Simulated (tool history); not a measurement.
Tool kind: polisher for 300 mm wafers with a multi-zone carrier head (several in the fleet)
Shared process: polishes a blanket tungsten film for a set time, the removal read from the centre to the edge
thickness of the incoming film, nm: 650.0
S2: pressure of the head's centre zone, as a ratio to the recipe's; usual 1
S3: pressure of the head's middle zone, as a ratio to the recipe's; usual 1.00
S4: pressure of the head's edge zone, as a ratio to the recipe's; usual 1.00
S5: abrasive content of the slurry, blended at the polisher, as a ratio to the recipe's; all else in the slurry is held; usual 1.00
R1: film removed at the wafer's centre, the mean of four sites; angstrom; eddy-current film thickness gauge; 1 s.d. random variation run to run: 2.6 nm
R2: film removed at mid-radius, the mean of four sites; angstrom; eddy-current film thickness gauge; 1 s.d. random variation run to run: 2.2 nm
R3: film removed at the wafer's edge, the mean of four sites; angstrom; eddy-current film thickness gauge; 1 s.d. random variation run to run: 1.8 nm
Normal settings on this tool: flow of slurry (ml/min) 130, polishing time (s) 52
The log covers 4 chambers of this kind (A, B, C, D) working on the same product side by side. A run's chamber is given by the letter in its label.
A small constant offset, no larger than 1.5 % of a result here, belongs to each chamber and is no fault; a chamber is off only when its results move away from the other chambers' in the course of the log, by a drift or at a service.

Run 1D, day 0.338: usual settings. Result: R1 2134.7 angstrom, R2 2193.0 angstrom, R3 2201.0 angstrom.
At day 0.538: chamber B: worn pad replaced by a new one.
Run 2B, day 0.592: usual settings. Result: R1 2165.2 angstrom, R2 2128.2 angstrom, R3 2201.0 angstrom.
Run 3A, day 0.808: usual settings. Result: R1 2196.0 angstrom, R2 2181.7 angstrom, R3 2211.7 angstrom.
Run 4C, day 1.071: usual settings. Result: R1 2160.7 angstrom, R2 2160.9 angstrom, R3 2159.5 angstrom.
Run 5A, day 1.362: usual settings but S3 0.92. Result: R1 2137.6 angstrom, R2 2024.4 angstrom, R3 2189.9 angstrom.
At day 1.412: chamber C: worn pad replaced by a new one.
At day 1.517: chamber D: worn pad replaced by a new one.
Run 6D, day 1.612: usual settings but S3 0.92. Result: R1 2136.1 angstrom, R2 2011.8 angstrom, R3 2145.4 angstrom.
Run 7B, day 1.896: usual settings but S3 0.92. Result: R1 2172.9 angstrom, R2 1979.6 angstrom, R3 2191.1 angstrom.
At day 2.046: chamber B: edge zone pressure recalibrated.
Run 8C, day 2.212: usual settings but S3 0.92. Result: R1 2217.7 angstrom, R2 2012.0 angstrom, R3 2157.5 angstrom.
Run 9C, day 2.417: usual settings. Result: R1 2152.7 angstrom, R2 2145.7 angstrom, R3 2152.4 angstrom.
At day 2.662: chamber B: slurry nozzle cleaned.
Run 10B, day 2.775: usual settings. Result: R1 2136.3 angstrom, R2 2100.4 angstrom, R3 2138.5 angstrom.
Run 11A, day 3.038: usual settings. Result: R1 2066.2 angstrom, R2 2102.4 angstrom, R3 2147.2 angstrom.
At day 3.421: chamber B: worn pad replaced by a new one.
Run 12D, day 3.433: usual settings. Result: R1 2185.1 angstrom, R2 2138.5 angstrom, R3 2189.6 angstrom.
Run 13B, day 3.646: usual settings. Result: R1 2136.1 angstrom, R2 2179.8 angstrom, R3 2174.4 angstrom.
At day 3.679: chamber C: worn pad replaced by a new one.
At day 3.862: chamber D: worn pad replaced by a new one.
Run 14D, day 3.888: usual settings. Result: R1 2173.3 angstrom, R2 2153.5 angstrom, R3 2156.5 angstrom.
Run 15A, day 4.225: usual settings. Result: R1 2120.6 angstrom, R2 2121.6 angstrom, R3 2110.2 angstrom.
Run 16C, day 4.588: usual settings. Result: R1 2223.4 angstrom, R2 2176.3 angstrom, R3 2154.5 angstrom.
Run 17C, day 4.762: usual settings. Result: R1 2217.3 angstrom, R2 2195.6 angstrom, R3 2121.6 angstrom.
Run 18A, day 4.971: usual settings but flow of slurry (ml/min) 160, S5 1.15. Result: R1 2273.7 angstrom, R2 2233.0 angstrom, R3 2232.0 angstrom.
Run 19D, day 5.362: usual settings but flow of slurry (ml/min) 160, S5 1.15. Result: R1 2361.3 angstrom, R2 2329.6 angstrom, R3 2329.5 angstrom.
Run 20B, day 5.596: usual settings but flow of slurry (ml/min) 160, S5 1.15. Result: R1 2354.2 angstrom, R2 2325.4 angstrom, R3 2357.7 angstrom.
Run 21C, day 5.912: usual settings but flow of slurry (ml/min) 160, S5 1.15. Result: R1 2352.2 angstrom, R2 2354.7 angstrom, R3 2309.5 angstrom.
At day 5.971: chamber C: worn pad replaced by a new one.
Run 22A, day 6.171: usual settings. Result: R1 2064.2 angstrom, R2 2071.8 angstrom, R3 2062.0 angstrom.
At day 6.225: chamber D: worn pad replaced by a new one.
Run 23D, day 6.562: usual settings but S4 1.11, polishing time (s) 45. Result: R1 1913.0 angstrom, R2 1891.8 angstrom, R3 1949.0 angstrom.
Run 24B, day 6.746: usual settings but S4 1.11, polishing time (s) 45. Result: R1 1837.8 angstrom, R2 1828.9 angstrom, R3 2000.7 angstrom.
At day 6.888: chamber B: worn pad replaced by a new one.
Run 25D, day 6.942: usual settings but S4 1.11, polishing time (s) 45. Result: R1 1906.8 angstrom, R2 1891.8 angstrom, R3 1986.0 angstrom.
Run 26B, day 7.171: usual settings but S4 1.11, polishing time (s) 45. Result: R1 1918.2 angstrom, R2 1865.7 angstrom, R3 1967.2 angstrom.
Run 27C, day 7.562: usual settings. Result: R1 2137.6 angstrom, R2 2138.2 angstrom, R3 2105.7 angstrom.
Run 28A, day 7.817: usual settings. Result: R1 2035.5 angstrom, R2 2010.2 angstrom, R3 2030.6 angstrom.

Does one chamber stand apart from the rest, does the shared gauge drift, or is all well apart from small per-chamber offsets? Give the chamber and the most likely cause, where there is one.

Little by little, chamber A moves away from the other chambers.
What lies behind it: removal rate lost through wear of the pad, % = 7.43.
With only this log, it may be confused with: slurry flow missing at the pad, %.

Here are 4 candidates for chamber A's next run, each the usual settings with a change, their results left as question marks. Which one brings its results back in line with what the others give on the usual settings?
In-line tolerance around the mean of the other chambers on the usual settings: R1 90.0 angstrom; R2 78.0 angstrom; R3 61.0 angstrom
Run 29A-1, day 8.104: usual settings but flow of slurry (ml/min) 125, S2 0.99, S3 0.99, polishing time (s) 47. Result: R1 ?, R2 ?, R3 ?.
Run 29A-2, day 8.104: usual settings but flow of slurry (ml/min) 135, S2 1.01, polishing time (s) 58. Result: R1 ?, R2 ?, R3 ?.
Run 29A-3, day 8.104: usual settings but S2 1.01, polishing time (s) 55. Result: R1 ?, R2 ?, R3 ?.
Run 29A-4, day 8.104: usual settings but S2 0.99, polishing time (s) 49. Result: R1 ?, R2 ?, R3 ?.

The other chambers' mean on the usual settings: R1 2165.6 angstrom; R2 2153.0 angstrom; R3 2157.5 angstrom
  run      R1      R2      R3
29A-1  1769.7  1773.3  1810.0
29A-2  2276.3  2246.3  2260.5
29A-3  2138.6  2112.7  2131.1
29A-4  1863.7  1882.4  1898.6
With 29A-3, the chamber falls back in line with the rest.
